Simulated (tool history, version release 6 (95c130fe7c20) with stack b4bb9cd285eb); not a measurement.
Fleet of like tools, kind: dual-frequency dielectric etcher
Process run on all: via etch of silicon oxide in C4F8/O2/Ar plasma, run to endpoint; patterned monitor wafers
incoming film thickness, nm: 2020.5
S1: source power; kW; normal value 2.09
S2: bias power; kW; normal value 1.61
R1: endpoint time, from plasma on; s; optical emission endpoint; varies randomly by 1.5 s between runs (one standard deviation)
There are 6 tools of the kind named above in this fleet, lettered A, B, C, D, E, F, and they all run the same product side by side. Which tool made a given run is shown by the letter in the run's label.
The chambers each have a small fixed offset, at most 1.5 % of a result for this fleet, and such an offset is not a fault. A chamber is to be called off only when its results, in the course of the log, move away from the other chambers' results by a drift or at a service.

run 1D day=0.458 | S1=2.09 S2=1.61 | R1=419.4
run 2F day=0.767 | S1=2.09 S2=1.61 | R1=409.99
-- day=1.071 chamber D: wet clean of the chamber
run 3E day=1.138 | S1=2.09 S2=1.61 | R1=418.1
run 4A day=1.446 | S1=2.09 S2=1.61 | R1=418.18
-- day=1.558 chamber B: wet clean of the chamber
run 5B day=1.988 | S1=2.09 S2=1.61 | R1=416.94
run 6C day=2.442 | S1=2.09 S2=1.61 | R1=419.79
run 7B day=2.808 | S1=2.09 S2=1.61 | R1=417.02
-- day=2.829 chamber C: wet clean of the chamber
run 8C day=3.325 | S1=2.09 S2=1.61 | R1=421.12
run 9A day=3.625 | S1=2.27 S2=1.443 | R1=410.55
run 10E day=4 | S1=2.27 S2=1.443 | R1=415.37
run 11F day=4.558 | S1=2.27 S2=1.443 | R1=408.82
run 12D day=4.975 | S1=2.27 S2=1.443 | R1=414.97
run 13D day=5.267 | S1=2.27 S2=1.443 | R1=415.32
run 14B day=5.679 | S1=2.27 S2=1.443 | R1=413.93
run 15E day=5.979 | S1=2.09 S2=1.61 | R1=414.5
-- day=6.033 chamber F: wet clean of the chamber
run 16F day=6.342 | S1=1.79 S2=1.787 | R1=422.88
run 17A day=6.712 | S1=1.79 S2=1.787 | R1=429.95
run 18C day=6.967 | S1=1.79 S2=1.787 | R1=435.91
run 19A day=7.271 | S1=1.79 S2=1.787 | R1=428.91
run 20E day=7.783 | S1=1.79 S2=1.787 | R1=432
run 21C day=8.083 | S1=1.79 S2=1.787 | R1=430.49
run 22B day=8.625 | S1=2.09 S2=1.61 | R1=416.14
run 23D day=8.904 | S1=1.63 S2=1.341 | R1=486.61
run 24F day=9.35 | S1=1.63 S2=1.341 | R1=477.36
run 25A day=9.9 | S1=1.63 S2=1.341 | R1=483.61
run 26E day=10.325 | S1=1.63 S2=1.341 | R1=482.26
run 27D day=10.871 | S1=1.63 S2=1.341 | R1=484.55
run 28C day=11.283 | S1=1.63 S2=1.341 | R1=486.15
run 29F day=11.683 | S1=2.09 S2=1.61 | R1=410.96
run 30B day=12.092 | S1=2.09 S2=1.95 | R1=394.05
run 31B day=12.562 | S1=2.09 S2=1.95 | R1=394.61
run 32A day=13.054 | S1=2.09 S2=1.95 | R1=393.41
run 33D day=13.35 | S1=2.09 S2=1.95 | R1=395.61
run 34E day=13.846 | S1=2.09 S2=1.95 | R1=393.27
run 35C day=14.167 | S1=2.09 S2=1.95 | R1=397.14
run 36F day=14.454 | S1=2.09 S2=1.61 | R1=410.39
run 37C day=14.95 | S1=2.09 S2=1.61 | R1=418.49
run 38F day=15.3 | S1=2.09 S2=1.61 | R1=412.32
run 39E day=15.738 | S1=2.09 S2=1.61 | R1=416.9
run 40A day=16.083 | S1=2.09 S2=1.61 | R1=414.63

Predict what each chamber gives when all 6 of them run the settings below next.
run 41A day=16.483 | S1=2.09 S2=1.375 | R1=?
run 41B day=16.483 | S1=2.09 S2=1.375 | R1=?
run 41C day=16.483 | S1=2.09 S2=1.375 | R1=?
run 41D day=16.483 | S1=2.09 S2=1.375 | R1=?
run 41E day=16.483 | S1=2.09 S2=1.375 | R1=?
run 41F day=16.483 | S1=2.09 S2=1.375 | R1=?

run=41A R1=434.32
run=41B R1=433.31
run=41C R1=437.15
run=41D R1=438.29
run=41E R1=438.2
run=41F R1=425.58
